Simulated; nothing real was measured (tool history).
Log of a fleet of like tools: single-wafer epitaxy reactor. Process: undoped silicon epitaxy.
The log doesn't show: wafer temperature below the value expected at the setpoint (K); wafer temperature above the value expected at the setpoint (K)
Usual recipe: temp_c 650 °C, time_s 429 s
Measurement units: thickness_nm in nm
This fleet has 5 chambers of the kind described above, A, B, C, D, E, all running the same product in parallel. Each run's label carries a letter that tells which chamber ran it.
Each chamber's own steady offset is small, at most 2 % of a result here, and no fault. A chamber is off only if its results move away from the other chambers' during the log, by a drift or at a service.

run   hour  temp_c  time_s  hours since the last pyrometer calibration  read-back reference wafer on the same gauge, thickness_nm  thickness_nm
 1A    4.8     650     429                                      2732.1                                                     65.224        71.638
 2D    8.6     650     429                                      1453.9                                                     65.184         72.86
 3C   11.7     650     429                                      1751.9                                                     65.207        72.723
 4E   14.7     650     429                                      1057.5                                                     65.301        71.751
 5B   18.1     650     429                                        69.9                                                     65.285        70.467
 6E   24.4     650     429                                      1067.2                                                     65.148        72.408
 7D   30.3     650     429                                      1475.6                                                     65.213        72.647
 8A   35.9     650     510                                      2763.2                                                     65.258         84.85
 9B     42     650     510                                        93.8                                                     65.127         83.97
10C   46.4     650     510                                      1786.6                                                     65.217        85.893
11C   50.7     650     510                                      1790.9                                                     65.213         85.59
12B   55.9     650     510                                       107.7                                                     65.213        84.562
13E     59     659     368                                      1101.8                                                     65.238        75.478
14D     62     659     368                                      1507.3                                                     65.177        75.953
15A   67.5     659     368                                      2794.8                                                     65.201        75.074
16B   71.2     659     368                                         123                                                     65.223        73.794
17A   74.6     659     368                                      2801.9                                                     65.086        74.684
18D   79.8     650     364                                      1525.1                                                     65.187        61.491
19C   84.2     650     364                                      1824.4                                                     65.203        61.156
      87.9  -- chamber A: pyrometer calibrated
20E   89.2     650     364                                        1132                                                     65.112         61.09
21B   95.5     650     364                                       147.3                                                     65.252        60.257
22E  101.9     650     364                                      1144.7                                                     65.163        60.733
23A  108.1     650     429                                        20.2                                                     65.114        69.246
24D  112.2     650     429                                      1557.5                                                     65.267        73.081
25C  115.4     650     429                                      1855.6                                                     65.131        72.802
26D  121.6     650     429                                      1566.9                                                     65.222        72.707
27A    127     650     429                                        39.1                                                      65.15        68.592
28E  133.5     650     429                                      1176.3                                                     65.194        71.944
29B  139.9     650     429                                       191.7                                                     65.222        70.754
30C  145.2     650     429                                      1885.4                                                     65.218        72.063
31B  150.9     662     383                                       202.7                                                     65.241        81.199
32C  155.3     662     383                                      1895.5                                                     65.169        82.914
33A  161.5     662     383                                        73.6                                                     65.222        80.633
34D    165     662     383                                      1610.3                                                     65.221        83.433
35E  168.3     662     383                                      1211.1                                                     65.195        83.431
36B  172.2     650     429                                         224                                                     65.182        71.228
37E  178.5     655     429                                      1221.3                                                     65.221         80.16
38A  183.2     655     429                                        95.3                                                     65.176        76.829
39D  186.3     655     429                                      1631.6                                                     65.188        81.636
40C  192.2     655     429                                      1932.4                                                     65.227        80.802
41A    195     655     429                                       107.1                                                      65.16        77.514
42E  201.3     650     429                                      1244.1                                                     65.207         72.39
43B  204.4     650     429                                       256.2                                                     65.154         70.92
44D  210.7     650     429                                        1656                                                     65.147        72.551

All chambers now run identical settings, listed one chamber a line with results as question marks. What results will each chamber show?
45A  215.4     650     429                                                                                                                    ?
45B  215.4     650     429                                                                                                                    ?
45C  215.4     650     429                                                                                                                    ?
45D  215.4     650     429                                                                                                                    ?
45E  215.4     650     429                                                                                                                    ?

run  thickness_nm
45A        68.512
45B        71.307
45C        72.475
45D        72.333
45E        72.241
